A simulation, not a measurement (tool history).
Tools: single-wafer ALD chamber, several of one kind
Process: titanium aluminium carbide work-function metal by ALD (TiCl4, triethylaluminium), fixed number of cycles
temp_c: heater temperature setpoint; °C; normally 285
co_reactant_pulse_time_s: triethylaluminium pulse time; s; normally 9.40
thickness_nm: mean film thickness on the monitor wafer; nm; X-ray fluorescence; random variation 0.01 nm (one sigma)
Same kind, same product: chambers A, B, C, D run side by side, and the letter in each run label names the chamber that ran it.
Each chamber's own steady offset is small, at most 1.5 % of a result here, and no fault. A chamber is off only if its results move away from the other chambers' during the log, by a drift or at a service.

| run | day | temp_c | co_reactant_pulse_time_s | read-back reference wafer on the same gauge, thickness_nm | thickness_nm |
|---|---|---|---|---|---|
| 1C | 0.400 | 285 | 9.40 | 1.7790 | 1.8336 |
| 2A | 0.771 | 285 | 9.40 | 1.7792 | 1.8453 |
| 3D | 1.033 | 285 | 9.40 | 1.7788 | 1.8672 |
| 4B | 1.392 | 285 | 9.40 | 1.7785 | 1.8626 |
| 5D | 1.612 | 285 | 9.40 | 1.7786 | 1.8583 |
| 6B | 1.912 | 285 | 12.64 | 1.7811 | 1.9160 |
| 7C | 2.196 | 285 | 12.64 | 1.7811 | 1.8873 |
| 8A | 2.600 | 285 | 12.64 | 1.7812 | 1.8929 |
| 9B | 2.858 | 285 | 12.64 | 1.7805 | 1.9273 |
|  | 2.975 | chamber D: triethylaluminium bottle replaced |
| 10C | 3.062 | 285 | 9.40 | 1.7775 | 1.8145 |
| 11A | 3.350 | 285 | 9.40 | 1.7793 | 1.8526 |
| 12D | 3.554 | 285 | 9.40 | 1.7816 | 1.8622 |
| 13D | 3.938 | 285 | 9.40 | 1.7794 | 1.8571 |
| 14B | 4.254 | 285 | 9.40 | 1.7811 | 1.8708 |
| 15A | 4.629 | 285 | 9.40 | 1.7820 | 1.8588 |
| 16C | 4.850 | 285 | 9.40 | 1.7811 | 1.8481 |
| 17B | 5.200 | 285 | 9.40 | 1.7789 | 1.8631 |
| 18D | 5.446 | 285 | 9.40 | 1.7818 | 1.8660 |
| 19C | 5.717 | 285 | 9.40 | 1.7812 | 1.8332 |
| 20A | 6.012 | 285 | 7.34 | 1.7795 | 1.7626 |
| 21C | 6.429 | 285 | 7.34 | 1.7800 | 1.7374 |
| 22A | 6.729 | 285 | 7.34 | 1.7806 | 1.7669 |
| 23D | 6.962 | 285 | 7.34 | 1.7767 | 1.7682 |
| 24B | 7.329 | 285 | 9.40 | 1.7802 | 1.8248 |
| 25C | 7.600 | 285 | 9.40 | 1.7789 | 1.8279 |
| 26D | 7.829 | 285 | 9.40 | 1.7816 | 1.8624 |
| 27A | 8.088 | 285 | 9.40 | 1.7798 | 1.8445 |
| 28B | 8.329 | 285 | 9.40 | 1.7832 | 1.8123 |
| 29D | 8.721 | 285 | 9.40 | 1.7790 | 1.8691 |
| 30B | 9.079 | 285 | 9.40 | 1.7778 | 1.8028 |
| 31C | 9.408 | 285 | 9.40 | 1.7834 | 1.8260 |
| 32A | 9.638 | 285 | 9.40 | 1.7812 | 1.8297 |
| 33C | 10.033 | 285 | 9.40 | 1.7776 | 1.8360 |
| 34B | 10.429 | 285 | 6.76 | 1.7827 | 1.6225 |
| 35A | 10.775 | 285 | 6.76 | 1.7835 | 1.7067 |
| 36D | 11.100 | 285 | 6.76 | 1.7813 | 1.7447 |

All 4 chambers run these settings next. Forecast each chamber's results:
| 37A | 11.404 | 299 | 9.40 |  | ? |
| 37B | 11.404 | 299 | 9.40 |  | ? |
| 37C | 11.404 | 299 | 9.40 |  | ? |
| 37D | 11.404 | 299 | 9.40 |  | ? |

| run | thickness_nm |
|---|---|
| 37A | 1.9735 |
| 37B | 1.8554 |
| 37C | 1.9500 |
| 37D | 1.9691 |
